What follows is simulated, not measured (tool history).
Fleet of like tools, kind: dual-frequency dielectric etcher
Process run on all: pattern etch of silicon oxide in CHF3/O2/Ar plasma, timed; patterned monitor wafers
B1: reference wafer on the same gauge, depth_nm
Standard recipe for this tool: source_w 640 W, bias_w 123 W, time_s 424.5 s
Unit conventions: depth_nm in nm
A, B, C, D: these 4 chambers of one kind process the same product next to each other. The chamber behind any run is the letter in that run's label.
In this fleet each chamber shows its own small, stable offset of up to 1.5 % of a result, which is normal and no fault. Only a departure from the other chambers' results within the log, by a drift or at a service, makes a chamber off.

{"run": "1B", "hour": 8.8, "source_w": 640, "bias_w": 123, "time_s": 424.5, "B1": 850.39, "depth_nm": 758.81}
{"run": "2A", "hour": 17.1, "source_w": 640, "bias_w": 123, "time_s": 424.5, "B1": 849.94, "depth_nm": 751.87}
{"run": "3C", "hour": 25.8, "source_w": 640, "bias_w": 123, "time_s": 424.5, "B1": 850.61, "depth_nm": 757.33}
{"run": "4D", "hour": 35.2, "source_w": 640, "bias_w": 123, "time_s": 424.5, "B1": 849.4, "depth_nm": 761.39}
{"run": "5A", "hour": 44.5, "source_w": 640, "bias_w": 123, "time_s": 424.5, "B1": 850.25, "depth_nm": 750.82}
{"run": "6D", "hour": 48.7, "source_w": 640, "bias_w": 123, "time_s": 424.5, "B1": 850.34, "depth_nm": 766.57}
{"run": "7C", "hour": 53.8, "source_w": 640, "bias_w": 123, "time_s": 424.5, "B1": 850.45, "depth_nm": 758.68}
{"run": "8B", "hour": 62.6, "source_w": 640, "bias_w": 123, "time_s": 424.5, "B1": 850.2, "depth_nm": 760.94}
{"run": "9C", "hour": 72.4, "source_w": 640, "bias_w": 123, "time_s": 424.5, "B1": 849.96, "depth_nm": 756.66}
{"run": "10D", "hour": 77.4, "source_w": 640, "bias_w": 123, "time_s": 424.5, "B1": 850.3, "depth_nm": 757.38}
{"run": "11A", "hour": 85.4, "source_w": 640, "bias_w": 123, "time_s": 424.5, "B1": 849.91, "depth_nm": 754.02}
{"run": "12B", "hour": 94.8, "source_w": 640, "bias_w": 123, "time_s": 424.5, "B1": 850.37, "depth_nm": 765.21}
{"run": "13D", "hour": 101.2, "source_w": 640, "bias_w": 123, "time_s": 424.5, "B1": 849.62, "depth_nm": 758.17}
{"run": "14C", "hour": 110.0, "source_w": 640, "bias_w": 123, "time_s": 424.5, "B1": 849.73, "depth_nm": 753.41}
{"run": "15B", "hour": 118.6, "source_w": 640, "bias_w": 123, "time_s": 424.5, "B1": 850.64, "depth_nm": 763.2}
{"run": "16A", "hour": 124.2, "source_w": 640, "bias_w": 123, "time_s": 424.5, "B1": 850.66, "depth_nm": 750.65}
{"run": "17B", "hour": 130.4, "source_w": 640, "bias_w": 123, "time_s": 424.5, "B1": 850.52, "depth_nm": 759.84}
{"hour": 133.5, "done": "chamber B: wet clean of the chamber"}
{"run": "18C", "hour": 138.3, "source_w": 640, "bias_w": 123, "time_s": 424.5, "B1": 849.97, "depth_nm": 748.84}
{"run": "19D", "hour": 148.1, "source_w": 640, "bias_w": 123, "time_s": 424.5, "B1": 849.05, "depth_nm": 761.64}
{"run": "20A", "hour": 152.9, "source_w": 640, "bias_w": 123, "time_s": 424.5, "B1": 849.61, "depth_nm": 747.77}
{"run": "21B", "hour": 160.8, "source_w": 640, "bias_w": 123, "time_s": 424.5, "B1": 849.44, "depth_nm": 764.87}
{"run": "22A", "hour": 168.2, "source_w": 640, "bias_w": 123, "time_s": 424.5, "B1": 850.15, "depth_nm": 752.33}
{"run": "23D", "hour": 177.5, "source_w": 640, "bias_w": 123, "time_s": 424.5, "B1": 849.91, "depth_nm": 758.18}
{"run": "24C", "hour": 183.6, "source_w": 640, "bias_w": 123, "time_s": 424.5, "B1": 850.21, "depth_nm": 746.01}
{"run": "25D", "hour": 188.4, "source_w": 640, "bias_w": 123, "time_s": 424.5, "B1": 850.07, "depth_nm": 765.73}

Decide between three cases: one chamber stands off from its peers, the gauge reading all wafers drifts, or nothing is wrong past each chamber's small offset. Where a chamber is off, say which and what most likely put it there.

One chamber, C, drifts off from the rest bit by bit.
Likeliest cause: etch rate under this chamber's usual, % = 2.32.
The log might look much the same if the cause were instead: source power that arrives under what is set, %.

Here are 4 candidates for chamber C's next run, each the usual settings with a change, their results left as question marks. Which one brings its results back in line with what the others give on the usual settings?
A result is in line if it is within this distance of the other chambers' mean on the usual settings: depth_nm 8.70 nm
{"run": "26C-1", "hour": 195.4, "source_w": 640, "bias_w": 132, "time_s": 424.5, "depth_nm": "?"}
{"run": "26C-2", "hour": 195.4, "source_w": 650, "bias_w": 124, "time_s": 440.0, "depth_nm": "?"}
{"run": "26C-3", "hour": 195.4, "source_w": 600, "bias_w": 123, "time_s": 424.5, "depth_nm": "?"}
{"run": "26C-4", "hour": 195.4, "source_w": 640, "bias_w": 122, "time_s": 407.5, "depth_nm": "?"}

On the usual settings, the other chambers give on average: depth_nm 759.19 nm
run=26C-1 depth_nm=757.70
run=26C-2 depth_nm=775.25
run=26C-3 depth_nm=722.70
run=26C-4 depth_nm=710.06
It is 26C-1 that realigns the chamber with its peers.
